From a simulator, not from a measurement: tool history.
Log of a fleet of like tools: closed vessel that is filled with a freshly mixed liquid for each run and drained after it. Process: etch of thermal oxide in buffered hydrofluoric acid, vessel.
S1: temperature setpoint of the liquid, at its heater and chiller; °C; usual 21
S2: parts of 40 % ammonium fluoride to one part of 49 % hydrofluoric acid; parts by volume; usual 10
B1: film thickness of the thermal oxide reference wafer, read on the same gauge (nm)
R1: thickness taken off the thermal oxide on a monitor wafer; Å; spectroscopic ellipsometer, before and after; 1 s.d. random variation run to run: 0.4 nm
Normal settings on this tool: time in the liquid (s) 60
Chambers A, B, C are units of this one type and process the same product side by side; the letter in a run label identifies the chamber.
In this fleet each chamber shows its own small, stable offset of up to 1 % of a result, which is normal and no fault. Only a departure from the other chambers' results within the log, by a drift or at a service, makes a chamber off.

{"run": "1C", "hour": 3.4, "S1": 21, "S2": 10, "time in the liquid (s)": 60, "B1": 119.98, "R1": 579.28}
{"run": "2A", "hour": 6.6, "S1": 21, "S2": 10, "time in the liquid (s)": 60, "B1": 119.99, "R1": 586.84}
{"run": "3B", "hour": 9.1, "S1": 21, "S2": 10, "time in the liquid (s)": 60, "B1": 120.02, "R1": 571.74}
{"run": "4B", "hour": 11.6, "S1": 21, "S2": 10, "time in the liquid (s)": 60, "B1": 119.99, "R1": 576.86}
{"run": "5A", "hour": 15.8, "S1": 21, "S2": 10, "time in the liquid (s)": 60, "B1": 120.02, "R1": 581.24}
{"run": "6C", "hour": 18.4, "S1": 21, "S2": 10, "time in the liquid (s)": 60, "B1": 119.98, "R1": 570.47}
{"run": "7A", "hour": 20.9, "S1": 21, "S2": 10, "time in the liquid (s)": 60, "B1": 119.98, "R1": 576.3}
{"run": "8B", "hour": 24.7, "S1": 21, "S2": 10, "time in the liquid (s)": 60, "B1": 119.99, "R1": 568.59}
{"run": "9C", "hour": 28.0, "S1": 21, "S2": 10, "time in the liquid (s)": 60, "B1": 120.04, "R1": 572.56}
{"run": "10B", "hour": 32.4, "S1": 21, "S2": 10, "time in the liquid (s)": 60, "B1": 120.01, "R1": 572.58}
{"run": "11A", "hour": 34.6, "S1": 21, "S2": 10, "time in the liquid (s)": 60, "B1": 120.01, "R1": 585.94}
{"run": "12C", "hour": 38.2, "S1": 21, "S2": 10, "time in the liquid (s)": 60, "B1": 120, "R1": 571.94}
{"run": "13A", "hour": 41.8, "S1": 21, "S2": 10, "time in the liquid (s)": 60, "B1": 120.02, "R1": 589.45}
{"run": "14C", "hour": 44.4, "S1": 21, "S2": 10, "time in the liquid (s)": 60, "B1": 119.98, "R1": 575.84}
{"run": "15B", "hour": 48.4, "S1": 21, "S2": 10, "time in the liquid (s)": 60, "B1": 120.02, "R1": 566.17}
{"run": "16C", "hour": 51.4, "S1": 21, "S2": 10, "time in the liquid (s)": 60, "B1": 120.03, "R1": 577.75}
{"run": "17A", "hour": 54.4, "S1": 21, "S2": 14, "time in the liquid (s)": 40, "B1": 119.98, "R1": 284.91}
{"run": "18B", "hour": 58.2, "S1": 21, "S2": 14, "time in the liquid (s)": 40, "B1": 119.98, "R1": 277.79}
{"run": "19B", "hour": 61.5, "S1": 21, "S2": 14, "time in the liquid (s)": 40, "B1": 119.99, "R1": 276.77}
{"run": "20A", "hour": 66.4, "S1": 21, "S2": 10, "time in the liquid (s)": 60, "B1": 120.02, "R1": 597.38}
{"run": "21C", "hour": 70.9, "S1": 21, "S2": 10, "time in the liquid (s)": 60, "B1": 119.99, "R1": 574.03}
{"run": "22C", "hour": 75.1, "S1": 21, "S2": 10, "time in the liquid (s)": 60, "B1": 119.98, "R1": 577.15}
{"run": "23A", "hour": 78.6, "S1": 21, "S2": 10, "time in the liquid (s)": 60, "B1": 120.01, "R1": 606.11}
{"run": "24B", "hour": 82.5, "S1": 21, "S2": 10, "time in the liquid (s)": 60, "B1": 120, "R1": 575.83}
{"run": "25B", "hour": 85.7, "S1": 21, "S2": 10, "time in the liquid (s)": 60, "B1": 120.03, "R1": 573.58}
{"run": "26A", "hour": 90.2, "S1": 21, "S2": 10, "time in the liquid (s)": 30, "B1": 119.99, "R1": 306.09}
{"run": "27C", "hour": 95.0, "S1": 21, "S2": 10, "time in the liquid (s)": 30, "B1": 120.02, "R1": 289.14}
{"run": "28A", "hour": 99.1, "S1": 21, "S2": 10, "time in the liquid (s)": 30, "B1": 120, "R1": 305.95}
{"run": "29C", "hour": 101.6, "S1": 21, "S2": 10, "time in the liquid (s)": 60, "B1": 119.97, "R1": 571.13}
{"run": "30B", "hour": 104.3, "S1": 21, "S2": 10, "time in the liquid (s)": 60, "B1": 119.96, "R1": 572.75}
{"run": "31C", "hour": 109.2, "S1": 21, "S2": 10, "time in the liquid (s)": 60, "B1": 120, "R1": 581.22}
{"run": "32A", "hour": 113.5, "S1": 21, "S2": 10, "time in the liquid (s)": 60, "B1": 120, "R1": 623.53}
{"run": "33B", "hour": 116.5, "S1": 21, "S2": 10, "time in the liquid (s)": 60, "B1": 119.99, "R1": 580.38}
{"run": "34A", "hour": 118.7, "S1": 21, "S2": 10, "time in the liquid (s)": 60, "B1": 119.99, "R1": 625.64}
{"run": "35C", "hour": 121.7, "S1": 21, "S2": 10, "time in the liquid (s)": 60, "B1": 120.01, "R1": 569.64}
{"run": "36B", "hour": 124.7, "S1": 21, "S2": 10, "time in the liquid (s)": 60, "B1": 120, "R1": 578.45}

Read the log: is a single chamber off, either drifting away or since a service, is the gauge that measures every chamber drifting, or is nothing wrong beyond small per-chamber offsets? Name any odd chamber and what most likely caused it.

It is chamber A that slowly wanders off from its peers.
Cause: hydrofluoric acid flow above the setpoint (%) = 11.
Not necessarily distinguishable in this log from: liquid hotter than its thermometer reads (K).

Which of the 4 candidates below, each the usual settings with something changed and its results left as question marks, puts chamber A back in line with what the other chambers give on the usual settings?
In line here means within this much of the mean the other chambers give on the usual settings: R1 14 Å
{"run": "37A-1", "hour": 128.3, "S1": 21, "S2": 10, "time in the liquid (s)": 65, "R1": "?"}
{"run": "37A-2", "hour": 128.3, "S1": 19.5, "S2": 10, "time in the liquid (s)": 60, "R1": "?"}
{"run": "37A-3", "hour": 128.3, "S1": 22, "S2": 9, "time in the liquid (s)": 60, "R1": "?"}
{"run": "37A-4", "hour": 128.3, "S1": 18, "S2": 10, "time in the liquid (s)": 60, "R1": "?"}

Average result of the remaining chambers running the usual settings: R1 574.25 Å
run=37A-1 R1=674.43
run=37A-2 R1=572.21
run=37A-3 R1=736.98
run=37A-4 R1=525.79
The answer is 37A-2, which returns the chamber to within the allowed miss of the others.
